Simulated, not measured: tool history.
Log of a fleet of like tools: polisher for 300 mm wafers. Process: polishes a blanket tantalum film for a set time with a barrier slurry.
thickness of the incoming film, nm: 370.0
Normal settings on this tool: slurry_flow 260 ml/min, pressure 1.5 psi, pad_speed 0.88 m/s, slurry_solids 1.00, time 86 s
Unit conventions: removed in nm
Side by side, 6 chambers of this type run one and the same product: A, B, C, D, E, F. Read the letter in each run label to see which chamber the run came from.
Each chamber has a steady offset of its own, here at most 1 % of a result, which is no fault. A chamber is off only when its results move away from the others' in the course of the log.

run,hour,slurry_flow,pressure,pad_speed,slurry_solids,time,wafers polished on this pad,hours since the slurry nozzle was cleaned,hours since the head pressure was calibrated,hours since the slurry blender was calibrated,removed
# hour 3.9: chamber A: worn pad replaced by a new one
1A,14.2,260,1.5,0.88,1.00,86,112,31.6,44.8,54.3,101.110
# hour 18.7: chamber D: head pressure recalibrated
# hour 20.5: chamber C: slurry nozzle cleaned
2D,28.3,260,1.5,0.88,1.00,86,436,317.1,9.7,176.9,101.140
# hour 32.0: chamber E: slurry blender recalibrated
3F,42.2,260,1.5,0.88,1.00,86,857,183.0,94.9,159.4,101.820
# hour 50.7: chamber F: worn pad replaced by a new one
4B,51.5,260,1.5,0.88,1.00,86,599,161.1,809.5,89.1,100.790
# hour 52.6: chamber F: slurry nozzle cleaned
# hour 53.5: chamber D: slurry nozzle cleaned
5C,65.1,260,1.5,0.88,1.00,86,834,44.7,667.6,114.4,101.560
# hour 67.6: chamber D: worn pad replaced by a new one
6E,78.8,260,1.5,0.88,1.00,86,1203,122.7,442.3,46.8,101.260
# hour 84.6: chamber C: worn pad replaced by a new one
7D,87.5,260,1.5,0.88,1.00,86,217,34.0,68.9,236.1,101.550
8A,94.4,260,1.5,0.88,1.00,86,987,111.8,125.0,134.5,100.990
9B,102.5,215,1.5,0.88,1.00,86,1155,212.1,860.5,140.1,98.673
# hour 107.0: chamber C: slurry blender recalibrated
10E,112.4,215,1.5,0.88,1.00,86,1569,156.3,475.9,80.4,98.793
# hour 121.2: chamber A: worn pad replaced by a new one
# hour 121.5: chamber D: slurry blender recalibrated
11C,123.9,215,1.5,0.88,1.00,86,428,103.5,726.4,17.0,98.301
# hour 126.0: chamber B: worn pad replaced by a new one
# hour 129.7: chamber F: worn pad replaced by a new one
12F,132.7,215,1.5,0.88,1.00,86,32,80.2,185.4,249.9,99.581
13A,141.4,215,1.5,0.88,1.00,86,220,158.8,172.0,181.5,99.315
# hour 148.6: chamber A: slurry blender recalibrated
14C,155.0,215,1.5,0.88,1.00,86,767,134.6,757.5,48.1,97.925
# hour 155.7: chamber B: slurry blender recalibrated
15F,161.4,260,1.5,0.88,1.00,86,345,108.9,214.1,278.6,100.880
# hour 162.0: chamber D: worn pad replaced by a new one
16E,173.9,260,1.5,0.88,1.00,86,2239,217.8,537.4,141.9,99.752
# hour 174.6: chamber C: head pressure recalibrated
17D,181.1,260,1.5,0.88,1.00,109,208,127.6,162.5,59.7,127.440
# hour 185.8: chamber C: worn pad replaced by a new one
# hour 188.4: chamber A: slurry nozzle cleaned
18B,191.7,260,1.5,0.88,1.00,109,716,301.3,949.7,36.1,126.130
19B,202.6,260,1.5,0.88,1.00,109,835,312.2,960.6,47.0,129.860
# hour 202.7: chamber E: slurry nozzle cleaned
# hour 209.5: chamber F: worn pad replaced by a new one
20A,212.3,260,1.5,0.88,1.00,109,993,23.9,242.9,63.8,128.820
21C,219.8,260,1.5,0.88,1.00,109,370,199.4,45.3,112.9,128.270
22E,232.6,260,1.5,0.88,1.00,109,2879,29.9,596.1,200.6,123.970
# hour 238.0: chamber F: slurry nozzle cleaned
# hour 241.1: chamber A: worn pad replaced by a new one
23F,241.9,260,1.5,0.88,1.00,86,354,4.0,294.6,359.1,101.390
24D,252.3,260,1.5,0.88,1.00,86,985,198.8,233.7,130.9,101.180
# hour 252.6: chamber E: slurry blender recalibrated
# hour 253.8: chamber B: worn pad replaced by a new one
# hour 255.7: chamber D: worn pad replaced by a new one
# hour 256.3: chamber C: slurry blender recalibrated
25A,259.2,260,1.5,0.88,1.00,86,198,70.8,289.8,110.7,100.990
26C,270.2,260,1.5,0.88,1.00,86,920,249.8,95.7,14.0,101.530
# hour 276.7: chamber B: slurry nozzle cleaned
27D,281.6,260,1.5,0.88,1.00,86,282,228.1,263.0,160.2,100.830
# hour 286.5: chamber F: head pressure recalibrated
# hour 288.0: chamber C: worn pad replaced by a new one
28F,291.2,260,1.5,0.88,1.00,86,891,53.3,4.7,408.4,101.470
# hour 296.9: chamber F: slurry blender recalibrated
29B,301.4,260,1.9,0.88,1.15,86,519,24.7,1059.4,145.8,133.480
# hour 307.8: chamber F: worn pad replaced by a new one
# hour 308.3: chamber A: slurry blender recalibrated
30E,310.5,260,1.9,0.88,1.15,86,3729,107.8,674.0,57.9,126.640
31D,317.7,260,1.9,0.88,1.15,86,676,264.2,299.1,196.3,132.580
32F,330.7,260,1.9,0.88,1.15,86,250,92.8,44.2,33.8,131.590
33C,341.7,260,1.9,0.88,1.15,86,585,321.3,167.2,85.5,133.930
# hour 341.9: chamber D: worn pad replaced by a new one
# hour 346.3: chamber D: slurry blender recalibrated
# hour 355.3: chamber A: worn pad replaced by a new one
34A,355.5,260,1.9,0.88,1.15,86,2,167.1,386.1,47.2,132.220
# hour 358.4: chamber B: slurry blender recalibrated
35B,363.7,260,1.5,0.88,1.00,86,1198,87.0,1121.7,5.3,100.270
# hour 365.9: chamber C: slurry nozzle cleaned
# hour 372.6: chamber A: slurry nozzle cleaned
# hour 377.2: chamber B: worn pad replaced by a new one
36E,378.2,260,1.5,0.88,1.00,86,4467,175.5,741.7,125.6,95.518
# hour 381.7: chamber C: worn pad replaced by a new one
37B,386.1,260,1.5,0.88,1.00,86,97,109.4,1144.1,27.7,101.980
# hour 397.4: chamber D: slurry nozzle cleaned
38E,398.0,260,1.5,0.88,1.00,86,4683,195.3,761.5,145.4,95.180
39F,404.8,260,1.5,0.88,1.00,86,1058,166.9,118.3,107.9,101.950
# hour 408.3: chamber C: slurry blender recalibrated
40C,411.1,260,1.5,0.88,1.00,86,321,45.2,236.6,2.8,99.934
41D,425.2,260,1.5,0.88,1.00,86,908,27.9,406.6,78.9,101.960
# hour 426.6: chamber D: worn pad replaced by a new one
42A,434.2,260,1.5,0.88,1.00,86,861,61.6,464.8,125.9,100.230
43D,441.8,260,1.3,0.60,1.00,86,166,44.5,423.2,95.5,60.041

Next, all 6 chambers run the settings below, one line each with question marks for the results. What does each chamber give?
44A,452.4,260,1.5,0.88,1.00,86,,,,,?
44B,452.4,260,1.5,0.88,1.00,86,,,,,?
44C,452.4,260,1.5,0.88,1.00,86,,,,,?
44D,452.4,260,1.5,0.88,1.00,86,,,,,?
44E,452.4,260,1.5,0.88,1.00,86,,,,,?
44F,452.4,260,1.5,0.88,1.00,86,,,,,?

run,removed
44A,101.290
44B,101.010
44C,101.190
44D,100.370
44E,94.777
44F,102.700

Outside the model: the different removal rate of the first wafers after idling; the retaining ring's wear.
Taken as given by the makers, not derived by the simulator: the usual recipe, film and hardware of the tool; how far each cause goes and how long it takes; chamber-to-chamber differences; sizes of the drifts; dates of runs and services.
